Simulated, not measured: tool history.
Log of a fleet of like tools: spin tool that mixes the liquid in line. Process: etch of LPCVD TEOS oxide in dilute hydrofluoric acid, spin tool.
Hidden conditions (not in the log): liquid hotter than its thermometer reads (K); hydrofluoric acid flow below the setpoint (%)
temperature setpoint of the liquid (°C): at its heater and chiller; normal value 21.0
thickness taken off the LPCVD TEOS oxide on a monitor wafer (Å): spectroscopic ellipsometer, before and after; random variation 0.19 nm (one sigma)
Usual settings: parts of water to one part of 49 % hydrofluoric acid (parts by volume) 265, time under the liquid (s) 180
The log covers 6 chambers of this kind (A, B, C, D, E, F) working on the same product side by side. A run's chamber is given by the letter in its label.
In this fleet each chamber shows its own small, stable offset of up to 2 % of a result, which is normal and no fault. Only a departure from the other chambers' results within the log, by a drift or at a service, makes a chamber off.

run,hour,temperature setpoint of the liquid (°C),parts of water to one part of 49 % hydrofluoric acid (parts by volume),time under the liquid (s),hours since the thermometer was replaced,hours since the hydrofluoric acid flow meter was replaced,"read-back film thickness of the LPCVD TEOS oxide reference wafer, read on the same gauge (nm)",thickness taken off the LPCVD TEOS oxide on a monitor wafer (Å)
1D,3.4,21.0,265,180,1068.2,1425.5,99.989,283.64
2A,7.5,21.0,265,180,997.4,832.6,100.000,282.94
# hour 8.9: chamber D: hydrofluoric acid flow meter replaced
3F,13.1,21.0,265,180,412.9,778.3,100.030,275.88
4B,17.9,21.0,265,180,472.9,589.5,100.040,279.70
5C,22.3,21.0,265,180,747.3,206.4,99.995,282.58
6E,28.7,21.0,265,180,1333.2,1002.4,99.995,282.81
7D,34.9,21.0,265,180,1099.7,26.0,100.010,282.57
8C,39.0,21.0,265,180,764.0,223.1,100.020,283.56
9B,43.6,21.0,265,180,498.6,615.2,99.975,279.12
10A,47.9,21.0,265,270,1037.8,873.0,100.020,428.33
# hour 50.4: chamber C: thermometer replaced
11E,50.9,21.0,265,270,1355.4,1024.6,100.030,414.85
12F,54.2,21.0,265,270,454.0,819.4,100.020,426.99
13D,57.3,21.0,265,270,1122.1,48.4,100.010,427.32
14F,61.8,21.0,265,270,461.6,827.0,100.010,428.50
15A,64.7,21.0,265,270,1054.6,889.8,99.996,429.58
16E,69.3,21.0,265,180,1373.8,1043.0,99.986,280.58
17B,74.7,21.0,265,180,529.7,646.3,99.972,282.72
18C,80.6,21.0,265,180,30.2,264.7,99.979,279.47
19D,85.1,23.5,220,180,1149.9,76.2,99.997,388.07
20F,90.0,23.5,220,180,489.8,855.2,99.986,399.32
21A,93.0,23.5,220,180,1082.9,918.1,100.010,397.78
22B,97.9,23.5,220,180,552.9,669.5,99.971,385.46
23E,101.9,23.5,220,180,1406.4,1075.6,99.980,392.32
24C,105.3,23.5,220,180,54.9,289.4,99.970,388.00
25F,109.2,21.0,265,180,509.0,874.4,100.000,297.67
26D,113.8,21.0,265,180,1178.6,104.9,99.985,281.37
27C,118.9,21.0,390,180,68.5,303.0,99.998,171.92
28E,124.2,21.0,390,180,1428.7,1097.9,99.944,170.72
29B,129.0,21.0,390,180,584.0,700.6,99.990,169.65
30A,131.8,21.0,390,180,1121.7,956.9,99.999,171.45
31B,136.9,21.0,390,180,591.9,708.5,99.973,169.18
32E,140.2,21.0,390,180,1444.7,1113.9,100.030,168.60
33C,145.0,21.0,265,180,94.6,329.1,99.990,279.88
34F,148.1,21.0,265,180,547.9,913.3,100.040,296.39
35D,151.1,19.0,265,255,1215.9,142.2,99.985,379.04
36A,155.8,19.0,265,255,1145.7,980.9,100.010,377.55
37F,159.3,19.0,265,255,559.1,924.5,99.993,398.89
38D,163.6,19.0,265,255,1228.4,154.7,99.994,370.88
39B,167.0,19.0,265,255,622.0,738.6,100.030,365.41
40A,173.0,19.0,265,255,1162.9,998.1,100.030,377.95
41E,176.2,21.0,265,180,1480.7,1149.9,100.000,281.46

The same settings go to every chamber for the next run, one line per chamber below. Forecast the results for each:
42A,180.7,21.0,265,255,,,,?
42B,180.7,21.0,265,255,,,,?
42C,180.7,21.0,265,255,,,,?
42D,180.7,21.0,265,255,,,,?
42E,180.7,21.0,265,255,,,,?
42F,180.7,21.0,265,255,,,,?

run,thickness taken off the LPCVD TEOS oxide on a monitor wafer (Å)
42A,403.62
42B,398.79
42C,399.43
42D,404.52
42E,397.07
42F,436.71
